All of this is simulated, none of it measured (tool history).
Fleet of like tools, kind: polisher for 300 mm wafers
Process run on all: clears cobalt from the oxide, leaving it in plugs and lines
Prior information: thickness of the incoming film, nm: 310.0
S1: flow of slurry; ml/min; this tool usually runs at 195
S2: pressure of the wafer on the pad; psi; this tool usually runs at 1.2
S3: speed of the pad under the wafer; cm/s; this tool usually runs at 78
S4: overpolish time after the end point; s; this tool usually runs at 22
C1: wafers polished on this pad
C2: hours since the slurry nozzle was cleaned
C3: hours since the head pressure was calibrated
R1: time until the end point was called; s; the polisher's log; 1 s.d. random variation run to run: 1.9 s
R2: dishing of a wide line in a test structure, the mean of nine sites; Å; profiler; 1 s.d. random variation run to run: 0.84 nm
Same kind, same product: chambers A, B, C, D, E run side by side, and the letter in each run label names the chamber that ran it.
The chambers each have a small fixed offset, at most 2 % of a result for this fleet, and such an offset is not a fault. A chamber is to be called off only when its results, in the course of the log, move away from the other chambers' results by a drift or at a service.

| run | hour | S1 | S2 | S3 | S4 | C1 | C2 | C3 | R1 | R2 |
|---|---|---|---|---|---|---|---|---|---|---|
|  | 4.5 | chamber E: slurry nozzle cleaned |
| 1D | 5 | 195 | 1.2 | 78 | 22 | 370 | 44.1 | 137.8 | 137.04 | 345.8 |
| 2A | 9.5 | 195 | 1.2 | 78 | 22 | 1132 | 475.5 | 75.7 | 138.53 | 350.37 |
| 3E | 17 | 195 | 1.2 | 78 | 22 | 1211 | 12.6 | 116.6 | 135.63 | 353.74 |
|  | 17.8 | chamber A: worn pad replaced by a new one |
| 4B | 23.3 | 195 | 1.2 | 78 | 22 | 487 | 274.3 | 1246.5 | 134.97 | 359.29 |
| 5C | 31.3 | 195 | 1.2 | 78 | 22 | 573 | 274.1 | 377.5 | 137.52 | 357.85 |
|  | 36.4 | chamber C: worn pad replaced by a new one |
| 6E | 38.5 | 195 | 1.2 | 78 | 22 | 1379 | 34.1 | 138.1 | 135.53 | 336.2 |
| 7A | 43.8 | 195 | 1.2 | 78 | 22 | 203 | 509.8 | 110 | 133.22 | 348.5 |
| 8C | 47.4 | 195 | 1.2 | 78 | 22 | 86 | 290.2 | 393.6 | 130.97 | 364.77 |
| 9D | 55.5 | 195 | 1.2 | 78 | 22 | 765 | 94.6 | 188.3 | 143.17 | 342.46 |
|  | 55.8 | chamber B: head pressure recalibrated |
|  | 58.1 | chamber E: worn pad replaced by a new one |
| 10B | 59.9 | 195 | 1.2 | 78 | 22 | 773 | 310.9 | 4.2 | 135.84 | 352.29 |
| 11E | 66.4 | 195 | 1.2 | 78 | 22 | 65 | 62 | 166 | 137.6 | 349.96 |
| 12A | 73.7 | 195 | 1.2 | 78 | 22 | 437 | 539.7 | 139.9 | 140.12 | 341.72 |
| 13D | 77.9 | 195 | 1.2 | 78 | 22 | 940 | 117 | 210.7 | 142.4 | 333.78 |
| 14C | 81.4 | 195 | 1.2 | 78 | 22 | 352 | 324.2 | 427.6 | 132.28 | 358.19 |
|  | 84.2 | chamber C: slurry nozzle cleaned |
| 15B | 86.4 | 195 | 1.2 | 78 | 22 | 980 | 337.4 | 30.7 | 135.86 | 340.2 |
|  | 92.1 | chamber B: slurry nozzle cleaned |
| 16B | 92.9 | 195 | 1.2 | 78 | 22 | 1031 | 0.9 | 37.2 | 133.59 | 346.18 |
| 17D | 98 | 195 | 1.2 | 78 | 22 | 1097 | 137.1 | 230.8 | 143.72 | 344.25 |
|  | 101 | chamber B: worn pad replaced by a new one |
| 18A | 105.4 | 195 | 1.2 | 78 | 22 | 684 | 571.4 | 171.6 | 135.61 | 343.43 |
|  | 106.7 | chamber C: worn pad replaced by a new one |
| 19E | 109.3 | 195 | 1.2 | 78 | 22 | 400 | 104.9 | 208.9 | 135.05 | 343.92 |
| 20C | 115.6 | 195 | 1.2 | 78 | 22 | 69 | 31.5 | 461.8 | 132.79 | 354.39 |
| 21B | 121.8 | 140 | 1.2 | 78 | 22 | 162 | 29.8 | 66.1 | 141.83 | 326.56 |
| 22C | 128.2 | 140 | 1.2 | 78 | 22 | 168 | 44.1 | 474.4 | 140.6 | 343.21 |
| 23D | 136.1 | 140 | 1.2 | 78 | 22 | 1395 | 175.2 | 268.9 | 153.58 | 323.66 |
| 24E | 139.7 | 140 | 1.2 | 78 | 22 | 638 | 135.3 | 239.3 | 142.82 | 332.66 |
| 25A | 145.7 | 140 | 1.2 | 78 | 22 | 999 | 611.7 | 211.9 | 144.02 | 325.97 |
| 26E | 151.3 | 195 | 1.2 | 78 | 22 | 728 | 146.9 | 250.9 | 136.06 | 359.13 |
| 27C | 155.1 | 195 | 1 | 78 | 13 | 378 | 71 | 501.3 | 160.34 | 210.51 |
| 28A | 161.2 | 195 | 1 | 78 | 13 | 1120 | 627.2 | 227.4 | 161.11 | 201.97 |
| 29B | 165 | 195 | 1 | 78 | 13 | 500 | 73 | 109.3 | 162.34 | 207 |
| 30D | 168.5 | 195 | 1 | 78 | 13 | 1648 | 207.6 | 301.3 | 181.55 | 180.63 |
| 31C | 175.9 | 195 | 1 | 78 | 13 | 541 | 91.8 | 522.1 | 161.34 | 204.9 |
|  | 179.9 | chamber A: worn pad replaced by a new one |
| 32D | 183.8 | 195 | 1.2 | 78 | 22 | 1768 | 222.9 | 316.6 | 155.52 | 315.35 |
| 33A | 191.3 | 195 | 1.2 | 78 | 22 | 89 | 657.3 | 257.5 | 134.27 | 351.38 |
| 34B | 194.7 | 195 | 1.2 | 78 | 22 | 732 | 102.7 | 139 | 137.75 | 354.02 |
| 35E | 202.5 | 195 | 1.2 | 78 | 22 | 1128 | 198.1 | 302.1 | 138.29 | 346.88 |

One chamber off, gauge drift, or nothing amiss beyond the chambers' own small offsets? If it is a chamber, which one, and what is the likeliest cause?

One chamber, D, drifts off from the rest bit by bit.
Likeliest cause: removal rate lost through wear of the pad, % = 11.3.
It could be hard to tell apart here from: head's pressure below its setpoint, %.

Which of the 4 candidates below, each the usual settings with something changed and its results left as question marks, puts chamber D back in line with what the other chambers give on the usual settings?
In line means no further than this from the other chambers' mean on the usual settings: R1 6.7 s; R2 29 Å
| 36D-1 | 208.3 | 195 | 1.3 | 82 | 22 |  |  |  | ? | ? |
| 36D-2 | 208.3 | 195 | 1.2 | 80 | 22 |  |  |  | ? | ? |
| 36D-3 | 208.3 | 195 | 1.2 | 76 | 22 |  |  |  | ? | ? |
| 36D-4 | 208.3 | 195 | 1.1 | 74 | 22 |  |  |  | ? | ? |

On the usual settings, the other chambers give on average: R1 135.66 s; R2 346.79 Å
| run | R1 | R2 |
|---|---|---|
| 36D-1 | 135.89 | 340.68 |
| 36D-2 | 150.91 | 317.68 |
| 36D-3 | 158.78 | 306.74 |
| 36D-4 | 177.91 | 282.93 |
It is 36D-1 that realigns the chamber with its peers.
